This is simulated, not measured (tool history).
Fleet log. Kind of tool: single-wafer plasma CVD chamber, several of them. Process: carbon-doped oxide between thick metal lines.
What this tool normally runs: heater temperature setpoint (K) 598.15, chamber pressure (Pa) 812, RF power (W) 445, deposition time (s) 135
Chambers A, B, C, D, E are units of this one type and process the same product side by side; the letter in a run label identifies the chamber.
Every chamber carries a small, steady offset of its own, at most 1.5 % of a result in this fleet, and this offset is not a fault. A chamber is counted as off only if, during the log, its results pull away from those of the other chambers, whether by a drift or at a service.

run   hour  heater temperature setpoint (K)  chamber pressure (Pa)  RF power (W)  deposition time (s)  read-back reference wafer on the same gauge, thickness_nm  mean film thickness on the monitor wafer (angstrom)
 1D    9.8                           598.15                    812           445                  135                                                     725.65                                               7087.5
 2C   19.4                           598.15                    812           445                  135                                                     725.25                                               7036.1
 3E   26.9                           598.15                    812           445                  135                                                     725.22                                               7008.9
 4B   38.4                           598.15                    812           445                  135                                                     724.31                                               6958.2
 5A   50.1                           598.15                    812           445                  135                                                     725.01                                               6967.5
 6A   60.2                           598.15                    812           445                  135                                                     725.40                                               7004.9
 7D   72.5                           607.15                    741           445                  135                                                     724.22                                               6808.4
 8C   80.1                           607.15                    741           445                  135                                                     725.28                                               6786.8
 9B   91.7                           607.15                    741           445                  135                                                     724.84                                               6716.1
10E   98.6                           607.15                    741           445                  135                                                     724.76                                               6714.4
11E  109.4                           607.15                    741           445                  135                                                     725.13                                               6775.1
12A  121.7                           598.15                    812           445                  135                                                     724.71                                               6983.4
13D  131.9                           598.15                    812           445                  135                                                     723.97                                               7028.0
14C  140.3                           598.15                    812           445                  135                                                     725.78                                               6977.7
15B  146.5                           598.15                    812           445                  135                                                     724.11                                               6936.2
16B  152.9                           598.15                    812           445                  135                                                     724.54                                               6877.8
17C  164.6                           598.15                    812           445                  135                                                     724.91                                               6985.8
18D  171.5                           598.15                    812           445                  135                                                     724.70                                               7054.4
19A  178.2                           598.15                    812           445                  135                                                     724.80                                               6989.4
20E  187.1                           598.15                    812           445                  135                                                     725.11                                               6968.5
21A  193.9                           598.15                    812           445                  135                                                     725.05                                               6931.8
22C  201.6                           598.15                    812           445                  135                                                     724.42                                               7016.6
     204.1  -- chamber C: capacitance manometer re-zeroed and calibrated
23B  212.0                           598.15                    812           445                  135                                                     724.13                                               6844.0
24E  222.8                           598.15                    812           445                  135                                                     724.43                                               6999.8
25D  234.6                           598.15                    812           445                  135                                                     724.44                                               7055.8
26A  244.4                           598.15                   1011           445                  110                                                     724.76                                               5802.0
27E  251.3                           598.15                   1011           445                  110                                                     725.11                                               5840.8
28B  263.7                           598.15                   1011           445                  110                                                     724.92                                               5571.6
29C  272.4                           598.15                   1011           445                  110                                                     724.67                                               5826.6
30D  278.7                           598.15                   1011           445                  110                                                     724.91                                               5870.2
31B  289.9                           598.15                    812           445                  135                                                     725.39                                               6742.4
32A  301.5                           598.15                    812           445                  135                                                     724.67                                               6987.3

Next, all 5 chambers run the settings below, one line each with question marks for the results. What does each chamber give?
33A  310.9                           591.15                    812           445                  135                                                                                                               ?
33B  310.9                           591.15                    812           445                  135                                                                                                               ?
33C  310.9                           591.15                    812           445                  135                                                                                                               ?
33D  310.9                           591.15                    812           445                  135                                                                                                               ?
33E  310.9                           591.15                    812           445                  135                                                                                                               ?

run  mean film thickness on the monitor wafer (angstrom)
33A                                               7166.8
33B                                               6819.8
33C                                               7167.1
33D                                               7229.9
33E                                               7229.1

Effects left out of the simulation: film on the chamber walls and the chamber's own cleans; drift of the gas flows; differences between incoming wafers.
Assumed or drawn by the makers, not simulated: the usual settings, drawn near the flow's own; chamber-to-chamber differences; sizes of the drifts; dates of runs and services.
